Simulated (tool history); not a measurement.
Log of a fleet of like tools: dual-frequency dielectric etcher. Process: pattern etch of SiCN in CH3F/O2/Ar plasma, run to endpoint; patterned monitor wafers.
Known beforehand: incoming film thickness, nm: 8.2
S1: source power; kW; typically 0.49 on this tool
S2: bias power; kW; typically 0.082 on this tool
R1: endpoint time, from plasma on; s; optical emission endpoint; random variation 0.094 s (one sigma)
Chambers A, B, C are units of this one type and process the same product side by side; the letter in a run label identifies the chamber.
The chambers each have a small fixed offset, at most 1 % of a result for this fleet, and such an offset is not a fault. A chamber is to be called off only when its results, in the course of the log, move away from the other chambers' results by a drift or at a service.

| run | hour | S1 | S2 | R1 |
|---|---|---|---|---|
| 1B | 9.5 | 0.49 | 0.082 | 19.016 |
| 2C | 17.3 | 0.49 | 0.082 | 19.403 |
| 3A | 30.8 | 0.49 | 0.082 | 19.365 |
| 4C | 38.8 | 0.49 | 0.082 | 19.099 |
| 5A | 51.5 | 0.49 | 0.082 | 19.454 |
|  | 56.2 | chamber A: wet clean of the chamber |
| 6B | 59 | 0.49 | 0.082 | 19.116 |
| 7B | 67.8 | 0.49 | 0.082 | 19.386 |
| 8C | 77.6 | 0.49 | 0.082 | 19.337 |
| 9A | 86.2 | 0.49 | 0.082 | 19.384 |
| 10B | 99.1 | 0.49 | 0.082 | 19.246 |
| 11A | 109.4 | 0.49 | 0.082 | 19.152 |
| 12C | 119.2 | 0.49 | 0.082 | 19.398 |
| 13C | 129.1 | 0.49 | 0.082 | 19.062 |
| 14A | 136.3 | 0.49 | 0.082 | 19.4 |
| 15B | 144.8 | 0.49 | 0.082 | 19.342 |
| 16A | 152.6 | 0.49 | 0.082 | 19.451 |
| 17B | 162.9 | 0.49 | 0.082 | 19.467 |
| 18C | 176.3 | 0.49 | 0.082 | 19.388 |
| 19A | 185.6 | 0.45 | 0.063 | 21.858 |
| 20B | 194 | 0.45 | 0.063 | 22.021 |
| 21C | 202.4 | 0.45 | 0.063 | 21.946 |
| 22A | 214.7 | 0.4 | 0.101 | 19.265 |
| 23C | 227.9 | 0.4 | 0.101 | 19.362 |
| 24B | 238.2 | 0.4 | 0.101 | 19.502 |
| 25B | 250.5 | 0.49 | 0.082 | 19.804 |
| 26C | 263.9 | 0.49 | 0.082 | 19.388 |
| 27A | 275.1 | 0.49 | 0.082 | 19.396 |
| 28C | 281.5 | 0.49 | 0.082 | 19.222 |
| 29B | 293.1 | 0.49 | 0.082 | 19.787 |
| 30A | 301.4 | 0.49 | 0.09 | 18.774 |
| 31A | 312.5 | 0.49 | 0.09 | 18.477 |
| 32C | 320.1 | 0.49 | 0.09 | 18.542 |
| 33B | 327 | 0.44 | 0.094 | 19.805 |
| 34A | 332.9 | 0.44 | 0.094 | 19.28 |
| 35C | 343.9 | 0.44 | 0.094 | 19.235 |
| 36B | 350.5 | 0.57 | 0.082 | 18.892 |
| 37C | 360.2 | 0.57 | 0.082 | 18.183 |
| 38B | 370.2 | 0.57 | 0.082 | 18.981 |
| 39A | 378.5 | 0.49 | 0.082 | 19.486 |
| 40B | 385.4 | 0.49 | 0.082 | 20.141 |
| 41C | 394.6 | 0.49 | 0.101 | 17.863 |
| 42A | 407.7 | 0.49 | 0.101 | 17.827 |
| 43A | 413.9 | 0.49 | 0.101 | 17.972 |

All 3 chambers run these settings next. Forecast each chamber's results:
| 44A | 423.7 | 0.49 | 0.1 | ? |
| 44B | 423.7 | 0.49 | 0.1 | ? |
| 44C | 423.7 | 0.49 | 0.1 | ? |

| run | R1 |
|---|---|
| 44A | 18.127 |
| 44B | 18.915 |
| 44C | 18.086 |
